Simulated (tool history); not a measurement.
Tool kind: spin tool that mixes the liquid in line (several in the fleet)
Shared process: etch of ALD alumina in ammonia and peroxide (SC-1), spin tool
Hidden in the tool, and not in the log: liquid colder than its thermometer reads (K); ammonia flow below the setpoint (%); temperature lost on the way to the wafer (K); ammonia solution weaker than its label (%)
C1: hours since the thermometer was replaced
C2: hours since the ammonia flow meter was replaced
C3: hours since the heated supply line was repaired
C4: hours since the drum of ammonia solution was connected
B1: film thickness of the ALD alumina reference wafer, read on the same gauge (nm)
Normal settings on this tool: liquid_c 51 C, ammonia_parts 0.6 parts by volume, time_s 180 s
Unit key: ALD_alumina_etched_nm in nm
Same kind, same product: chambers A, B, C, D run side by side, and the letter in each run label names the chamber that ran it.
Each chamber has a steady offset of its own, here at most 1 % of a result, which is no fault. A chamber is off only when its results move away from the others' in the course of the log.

{"run": "1C", "day": 0.629, "liquid_c": 51, "ammonia_parts": 0.6, "time_s": 180, "C1": 461.7, "C2": 1173.6, "C3": 1884.1, "C4": 215.5, "B1": 140, "ALD_alumina_etched_nm": 9.2392}
{"run": "2B", "day": 1.104, "liquid_c": 51, "ammonia_parts": 0.6, "time_s": 180, "C1": 1259.9, "C2": 1128.1, "C3": 707.1, "C4": 386.3, "B1": 140, "ALD_alumina_etched_nm": 9.1287}
{"run": "3D", "day": 1.525, "liquid_c": 51, "ammonia_parts": 0.6, "time_s": 180, "C1": 300.2, "C2": 703.3, "C3": 1746.1, "C4": 646.9, "B1": 139.99, "ALD_alumina_etched_nm": 9.0891}
{"run": "4A", "day": 2.058, "liquid_c": 51, "ammonia_parts": 0.6, "time_s": 180, "C1": 231.9, "C2": 780.4, "C3": 2234.7, "C4": 448.6, "B1": 140.01, "ALD_alumina_etched_nm": 9.0435}
{"run": "5D", "day": 2.588, "liquid_c": 51, "ammonia_parts": 0.6, "time_s": 180, "C1": 325.7, "C2": 728.8, "C3": 1771.6, "C4": 672.4, "B1": 140.01, "ALD_alumina_etched_nm": 9.0784}
{"run": "6A", "day": 3.092, "liquid_c": 51, "ammonia_parts": 0.6, "time_s": 180, "C1": 256.7, "C2": 805.2, "C3": 2259.5, "C4": 473.4, "B1": 140.02, "ALD_alumina_etched_nm": 9.0546}
{"run": "7C", "day": 3.404, "liquid_c": 51, "ammonia_parts": 0.4, "time_s": 80, "C1": 528.3, "C2": 1240.2, "C3": 1950.7, "C4": 282.1, "B1": 140, "ALD_alumina_etched_nm": 3.9462}
{"run": "8B", "day": 3.825, "liquid_c": 51, "ammonia_parts": 0.4, "time_s": 80, "C1": 1325.2, "C2": 1193.4, "C3": 772.4, "C4": 451.6, "B1": 139.99, "ALD_alumina_etched_nm": 3.9123}
{"run": "9D", "day": 4.371, "liquid_c": 51, "ammonia_parts": 0.4, "time_s": 80, "C1": 368.5, "C2": 771.6, "C3": 1814.4, "C4": 715.2, "B1": 140, "ALD_alumina_etched_nm": 3.907}
{"day": 4.617, "done": "chamber C: ammonia flow meter replaced"}
{"run": "10C", "day": 4.804, "liquid_c": 51, "ammonia_parts": 0.4, "time_s": 80, "C1": 561.9, "C2": 4.5, "C3": 1984.3, "C4": 315.7, "B1": 140.02, "ALD_alumina_etched_nm": 3.8984}
{"run": "11A", "day": 5.096, "liquid_c": 51, "ammonia_parts": 0.6, "time_s": 180, "C1": 304.8, "C2": 853.3, "C3": 2307.6, "C4": 521.5, "B1": 139.99, "ALD_alumina_etched_nm": 9.1082}
{"run": "12B", "day": 5.721, "liquid_c": 51, "ammonia_parts": 0.6, "time_s": 280, "C1": 1370.7, "C2": 1238.9, "C3": 817.9, "C4": 497.1, "B1": 139.98, "ALD_alumina_etched_nm": 14.106}
{"run": "13B", "day": 6.208, "liquid_c": 51, "ammonia_parts": 0.6, "time_s": 280, "C1": 1382.4, "C2": 1250.6, "C3": 829.6, "C4": 508.8, "B1": 139.98, "ALD_alumina_etched_nm": 14.18}
{"run": "14A", "day": 6.638, "liquid_c": 51, "ammonia_parts": 0.6, "time_s": 280, "C1": 341.8, "C2": 890.3, "C3": 2344.6, "C4": 558.5, "B1": 140.01, "ALD_alumina_etched_nm": 14.137}
{"run": "15C", "day": 7.029, "liquid_c": 51, "ammonia_parts": 0.6, "time_s": 280, "C1": 615.3, "C2": 57.9, "C3": 2037.7, "C4": 369.1, "B1": 139.98, "ALD_alumina_etched_nm": 14.274}
{"run": "16D", "day": 7.471, "liquid_c": 51, "ammonia_parts": 0.6, "time_s": 125, "C1": 442.9, "C2": 846, "C3": 1888.8, "C4": 789.6, "B1": 140.01, "ALD_alumina_etched_nm": 6.3575}
{"run": "17A", "day": 8.0, "liquid_c": 51, "ammonia_parts": 0.6, "time_s": 125, "C1": 374.5, "C2": 923, "C3": 2377.3, "C4": 591.2, "B1": 140, "ALD_alumina_etched_nm": 6.2834}
{"day": 8.196, "done": "chamber A: ammonia flow meter replaced"}
{"run": "18C", "day": 8.296, "liquid_c": 51, "ammonia_parts": 0.6, "time_s": 125, "C1": 645.7, "C2": 88.3, "C3": 2068.1, "C4": 399.5, "B1": 140, "ALD_alumina_etched_nm": 6.4126}
{"run": "19B", "day": 8.758, "liquid_c": 51, "ammonia_parts": 0.6, "time_s": 125, "C1": 1443.6, "C2": 1311.8, "C3": 890.8, "C4": 570, "B1": 139.99, "ALD_alumina_etched_nm": 6.2515}
{"run": "20D", "day": 9.3, "liquid_c": 51, "ammonia_parts": 0.6, "time_s": 180, "C1": 486.8, "C2": 889.9, "C3": 1932.7, "C4": 833.5, "B1": 140.02, "ALD_alumina_etched_nm": 9.1063}
{"day": 9.758, "done": "chamber C: new drum of ammonia solution connected"}
{"run": "21C", "day": 9.954, "liquid_c": 51, "ammonia_parts": 0.6, "time_s": 180, "C1": 685.5, "C2": 128.1, "C3": 2107.9, "C4": 4.8, "B1": 140, "ALD_alumina_etched_nm": 9.1858}
{"run": "22B", "day": 10.321, "liquid_c": 43.5, "ammonia_parts": 0.35, "time_s": 180, "C1": 1481.1, "C2": 1349.3, "C3": 928.3, "C4": 607.5, "B1": 140.01, "ALD_alumina_etched_nm": 5.6337}
{"run": "23A", "day": 10.783, "liquid_c": 43.5, "ammonia_parts": 0.35, "time_s": 180, "C1": 441.3, "C2": 62.2, "C3": 2444.1, "C4": 658, "B1": 140, "ALD_alumina_etched_nm": 5.7369}
{"run": "24D", "day": 11.246, "liquid_c": 43.5, "ammonia_parts": 0.35, "time_s": 180, "C1": 533.5, "C2": 936.6, "C3": 1979.4, "C4": 880.2, "B1": 139.98, "ALD_alumina_etched_nm": 5.6451}
{"run": "25D", "day": 11.567, "liquid_c": 43.5, "ammonia_parts": 0.35, "time_s": 180, "C1": 541.2, "C2": 944.3, "C3": 1987.1, "C4": 887.9, "B1": 139.99, "ALD_alumina_etched_nm": 5.6427}
{"run": "26B", "day": 12.017, "liquid_c": 51, "ammonia_parts": 0.6, "time_s": 255, "C1": 1521.8, "C2": 1390, "C3": 969, "C4": 648.2, "B1": 140.01, "ALD_alumina_etched_nm": 12.718}
{"run": "27C", "day": 12.317, "liquid_c": 51, "ammonia_parts": 0.6, "time_s": 255, "C1": 742.2, "C2": 184.8, "C3": 2164.6, "C4": 61.5, "B1": 140.02, "ALD_alumina_etched_nm": 13.07}
{"day": 12.458, "done": "chamber A: new drum of ammonia solution connected"}
{"run": "28A", "day": 12.896, "liquid_c": 51, "ammonia_parts": 0.6, "time_s": 255, "C1": 492, "C2": 112.9, "C3": 2494.8, "C4": 10.5, "B1": 140.01, "ALD_alumina_etched_nm": 12.846}
{"run": "29B", "day": 13.438, "liquid_c": 51, "ammonia_parts": 0.6, "time_s": 255, "C1": 1555.9, "C2": 1424.1, "C3": 1003.1, "C4": 682.3, "B1": 140, "ALD_alumina_etched_nm": 12.621}
{"day": 13.858, "done": "chamber D: ammonia flow meter replaced"}
{"run": "30D", "day": 14.058, "liquid_c": 51, "ammonia_parts": 0.6, "time_s": 180, "C1": 601, "C2": 4.8, "C3": 2046.9, "C4": 947.7, "B1": 140.01, "ALD_alumina_etched_nm": 9.1099}
{"day": 14.471, "done": "chamber D: new drum of ammonia solution connected"}
{"run": "31A", "day": 14.546, "liquid_c": 51, "ammonia_parts": 0.6, "time_s": 180, "C1": 531.6, "C2": 152.5, "C3": 2534.4, "C4": 50.1, "B1": 139.99, "ALD_alumina_etched_nm": 9.0968}
{"run": "32C", "day": 14.921, "liquid_c": 51, "ammonia_parts": 0.6, "time_s": 210, "C1": 804.7, "C2": 247.3, "C3": 2227.1, "C4": 124, "B1": 140.01, "ALD_alumina_etched_nm": 10.657}
{"day": 15.154, "done": "chamber B: heated supply line repaired"}
{"run": "33B", "day": 15.458, "liquid_c": 51, "ammonia_parts": 0.6, "time_s": 210, "C1": 1604.4, "C2": 1472.6, "C3": 7.3, "C4": 730.8, "B1": 139.96, "ALD_alumina_etched_nm": 10.334}
{"run": "34D", "day": 15.988, "liquid_c": 51, "ammonia_parts": 0.6, "time_s": 210, "C1": 647.3, "C2": 51.1, "C3": 2093.2, "C4": 36.4, "B1": 140.02, "ALD_alumina_etched_nm": 10.584}

All chambers now run identical settings, listed one chamber a line with results as question marks. What results will each chamber show?
{"run": "35A", "day": 16.458, "liquid_c": 51, "ammonia_parts": 0.6, "time_s": 180, "ALD_alumina_etched_nm": "?"}
{"run": "35B", "day": 16.458, "liquid_c": 51, "ammonia_parts": 0.6, "time_s": 180, "ALD_alumina_etched_nm": "?"}
{"run": "35C", "day": 16.458, "liquid_c": 51, "ammonia_parts": 0.6, "time_s": 180, "ALD_alumina_etched_nm": "?"}
{"run": "35D", "day": 16.458, "liquid_c": 51, "ammonia_parts": 0.6, "time_s": 180, "ALD_alumina_etched_nm": "?"}

run=35A ALD_alumina_etched_nm=9.0974
run=35B ALD_alumina_etched_nm=8.9043
run=35C ALD_alumina_etched_nm=9.1982
run=35D ALD_alumina_etched_nm=9.1078
